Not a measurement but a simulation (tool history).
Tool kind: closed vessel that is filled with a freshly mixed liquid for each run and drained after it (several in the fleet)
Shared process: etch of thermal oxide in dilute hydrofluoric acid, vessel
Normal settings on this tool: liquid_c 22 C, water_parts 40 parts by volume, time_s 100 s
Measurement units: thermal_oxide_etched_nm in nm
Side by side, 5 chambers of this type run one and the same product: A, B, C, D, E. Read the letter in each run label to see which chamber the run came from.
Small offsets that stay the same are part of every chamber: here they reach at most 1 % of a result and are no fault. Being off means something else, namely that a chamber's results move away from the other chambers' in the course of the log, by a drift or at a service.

| run | hour | liquid_c | water_parts | time_s | read-back film thickness of the thermal oxide reference wafer, read on the same gauge (nm) | thermal_oxide_etched_nm |
|---|---|---|---|---|---|---|
| 1B | 12.4 | 22 | 40 | 100 | 30.063 | 11.1940 |
|  | 24.7 | chamber E: hydrofluoric acid flow meter replaced |
| 2E | 25.8 | 22 | 40 | 100 | 30.038 | 11.1420 |
|  | 31.5 | chamber A: hydrofluoric acid flow meter replaced |
| 3A | 35.0 | 22 | 40 | 100 | 29.981 | 11.2120 |
| 4D | 42.7 | 22 | 40 | 100 | 29.978 | 11.3130 |
| 5C | 56.7 | 22 | 40 | 100 | 30.019 | 11.2570 |
| 6B | 69.2 | 22 | 40 | 100 | 29.979 | 11.2230 |
| 7E | 83.7 | 22 | 40 | 100 | 30.032 | 11.1930 |
| 8D | 95.4 | 22 | 40 | 100 | 29.996 | 11.3470 |
| 9C | 104.7 | 22 | 40 | 100 | 30.019 | 11.1990 |
| 10A | 118.3 | 22 | 40 | 100 | 30.012 | 11.1710 |
| 11C | 128.3 | 22 | 30 | 140 | 30.006 | 21.3440 |
| 12B | 142.7 | 22 | 30 | 140 | 30.007 | 21.2470 |
| 13A | 153.0 | 22 | 30 | 140 | 29.997 | 21.2430 |
| 14E | 159.9 | 22 | 30 | 140 | 29.989 | 21.2340 |
| 15D | 168.5 | 22 | 30 | 140 | 29.996 | 21.2230 |
| 16D | 176.9 | 22 | 40 | 100 | 30.034 | 11.3430 |
| 17C | 188.7 | 22 | 50 | 100 | 29.996 | 8.8867 |
| 18E | 201.1 | 22 | 50 | 100 | 29.959 | 8.8281 |
| 19B | 209.0 | 22 | 50 | 100 | 29.965 | 8.8605 |
| 20A | 222.7 | 22 | 50 | 100 | 29.973 | 8.8430 |
| 21A | 229.4 | 22 | 50 | 100 | 29.965 | 8.8804 |
| 22C | 239.4 | 22 | 40 | 100 | 30.014 | 11.2180 |
|  | 244.4 | chamber D: thermometer replaced |
| 23E | 252.6 | 22 | 40 | 100 | 29.960 | 11.2050 |
| 24D | 262.8 | 22 | 25 | 65 | 29.987 | 11.8170 |
| 25B | 270.4 | 22 | 25 | 65 | 29.979 | 11.8660 |
| 26E | 276.9 | 22 | 25 | 65 | 30.034 | 11.9440 |
| 27B | 288.4 | 22 | 25 | 65 | 29.997 | 11.8880 |
| 28A | 299.7 | 22 | 25 | 65 | 29.999 | 11.9440 |
| 29C | 311.1 | 22 | 40 | 100 | 30.051 | 11.2990 |
| 30D | 320.2 | 22 | 40 | 100 | 30.019 | 11.2980 |
| 31D | 327.2 | 22 | 40 | 100 | 29.937 | 11.3030 |
| 32C | 335.9 | 22 | 40 | 100 | 29.987 | 11.2610 |
| 33B | 348.8 | 22 | 40 | 100 | 30.033 | 11.1830 |
| 34A | 362.4 | 22 | 40 | 100 | 29.971 | 11.2170 |

For the next run the whole fleet of 5 chambers uses the same settings. Give each chamber's results:
| 35A | 372.9 | 22 | 40 | 100 |  | ? |
| 35B | 372.9 | 22 | 40 | 100 |  | ? |
| 35C | 372.9 | 22 | 40 | 100 |  | ? |
| 35D | 372.9 | 22 | 40 | 100 |  | ? |
| 35E | 372.9 | 22 | 40 | 100 |  | ? |

| run | thermal_oxide_etched_nm |
|---|---|
| 35A | 11.3240 |
| 35B | 11.2230 |
| 35C | 11.2070 |
| 35D | 11.3040 |
| 35E | 11.1690 |

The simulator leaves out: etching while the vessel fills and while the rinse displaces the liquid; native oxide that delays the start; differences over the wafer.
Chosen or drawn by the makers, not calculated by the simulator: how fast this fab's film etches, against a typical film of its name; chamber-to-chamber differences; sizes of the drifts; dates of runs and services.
